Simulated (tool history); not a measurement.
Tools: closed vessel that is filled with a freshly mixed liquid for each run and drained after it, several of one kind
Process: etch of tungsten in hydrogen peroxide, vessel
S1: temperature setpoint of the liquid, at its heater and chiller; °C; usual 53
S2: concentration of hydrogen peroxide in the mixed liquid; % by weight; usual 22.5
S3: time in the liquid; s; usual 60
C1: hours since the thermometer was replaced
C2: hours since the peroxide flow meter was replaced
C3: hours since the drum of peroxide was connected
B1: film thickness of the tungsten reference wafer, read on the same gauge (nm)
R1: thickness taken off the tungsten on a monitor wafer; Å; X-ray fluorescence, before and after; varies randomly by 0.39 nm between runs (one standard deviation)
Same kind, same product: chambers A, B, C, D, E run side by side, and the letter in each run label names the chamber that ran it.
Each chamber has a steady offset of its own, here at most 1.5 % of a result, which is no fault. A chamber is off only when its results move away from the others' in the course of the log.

run   hour    S1    S2  S3      C1      C2      C3      B1      R1
       4.9  -- chamber C: peroxide flow meter replaced
 1A    5.4    53  22.5  60     291   243.3   204.1     130  946.03
 2C   12.7    53  22.5  60   459.6     7.9     528     130  943.14
 3D   22.8    53  22.5  60   844.7  1009.1   221.6  130.01  937.72
 4E   29.8    53  22.5  60   879.9   376.3   929.6  129.99  952.68
 5B   38.8    53  22.5  80   537.9  1948.2   574.9  130.01  1254.9
 6E   46.6    53  22.5  80   896.7   393.1   946.4  130.02  1266.2
 7A   55.7    53  22.5  80   341.3   293.6   254.4  129.99  1255.8
 8C   62.8    53  22.5  80   509.7      58   578.1  129.99    1262
 9B   68.1    53  22.5  80   567.2  1977.5   604.2     130  1247.4
10D   77.4    53  22.5  60   899.3  1063.7   276.2  130.02  935.28
11A   82.7    53  22.5  60   368.3   320.6   281.4  130.01  945.56
12C     88    53  22.5  60   534.9    83.2   603.3  130.01  948.06
13E   95.4    53  22.5  60   945.5   441.9   995.2  130.01  951.74
14B  102.5    53  22.5  60   601.6  2011.9   638.6  130.01  942.02
15D  111.1    53  22.5  60     933  1097.4   309.9     130  937.26
16A  118.3    53  22.5  60   403.9   356.2     317     130  947.64
17B  123.5    53  22.5  60   622.6  2032.9   659.6  129.99  935.53
18E  132.2    53  17.5  60   982.3   478.7    1032  129.98  841.79
19C  141.6    53  17.5  60   588.5   136.8   656.9  130.01  839.15
20D  146.1    53  17.5  60     968  1132.4   344.9  129.99  839.68
21A  152.8    53  17.5  60   438.4   390.7   351.5     130  831.87
     153.3  -- chamber A: new drum of peroxide connected
     153.9  -- chamber B: thermometer replaced
22E  158.8    53  17.5  60  1008.9   505.3  1058.6  129.98   838.6
23C  167.1    53  22.5  60     614   162.3   682.4  129.99  950.64
     167.5  -- chamber B: peroxide flow meter replaced
24D  173.6    53  22.5  60   995.5  1159.9   372.4  130.03  949.21
25B  178.8    53  22.5  60      25    11.3   714.9  129.99   936.8
26C  184.9    53  22.5  60   631.8   180.1   700.2  130.01  948.56
27A    190    53  22.5  60   475.6   427.9    36.7     130  943.28
28E  199.1    53  22.5  60  1049.2   545.6  1098.9  130.01  948.01
29B  207.9    53  22.5  60    54.1    40.4     744  130.01  937.01
30D  216.2  43.5  22.5  60  1038.1  1202.5     415  129.99  533.37
     219.1  -- chamber B: new drum of peroxide connected
31D  224.3  43.5  22.5  60  1046.2  1210.6   423.1  130.02  532.68
32B  231.4  43.5  22.5  60    77.6    63.9    12.4     130  521.18
33A  240.3  43.5  22.5  60   525.9   478.2      87  129.99  529.29
34E  247.8  43.5  22.5  60  1097.9   594.3  1147.6  130.01   528.6
35C  257.5    53  22.5  60   704.4   252.7   772.8  129.97   950.1
36A  266.3    53  22.5  60   551.9   504.2     113  130.02  948.89
37E    272    53  22.5  60  1122.1   618.5  1171.8  129.99  946.53
38D  282.1    53  22.5  60    1104  1268.4   480.9  130.02  974.14
39B  286.9    53  22.5  60   133.1   119.4    67.9  130.03  939.76
40C  295.9    53  22.5  60   742.8   291.1   811.2  129.98  948.77

Which is it: a chamber that has drifted or been left off by a service, a gauge drift common to all chambers, or only each chamber's usual small offset? If a chamber is off, name it and its likeliest cause.

One chamber, D, drifts off from the rest bit by bit.
Likeliest cause: liquid hotter than its thermometer reads (K) = 0.749.
From this log alone, it may not be told apart from: peroxide flow above the setpoint (%).

Which of the 4 candidates below, each the usual settings with something changed and its results left as question marks, puts chamber D back in line with what the other chambers give on the usual settings?
In-line tolerance around the mean of the other chambers on the usual settings: R1 14 Å
41D-1  303.2    53    22  60                   ?
41D-2  303.2  53.5  22.5  60                   ?
41D-3  303.2    53    23  60                   ?
41D-4  303.2  52.5  22.5  60                   ?

The other chambers' mean on the usual settings: R1 946.23 Å
  run      R1
41D-1  970.84
41D-2  1012.2
41D-3  992.71
41D-4  952.34
Change 41D-4 lands the chamber within the allowed miss of the other chambers.
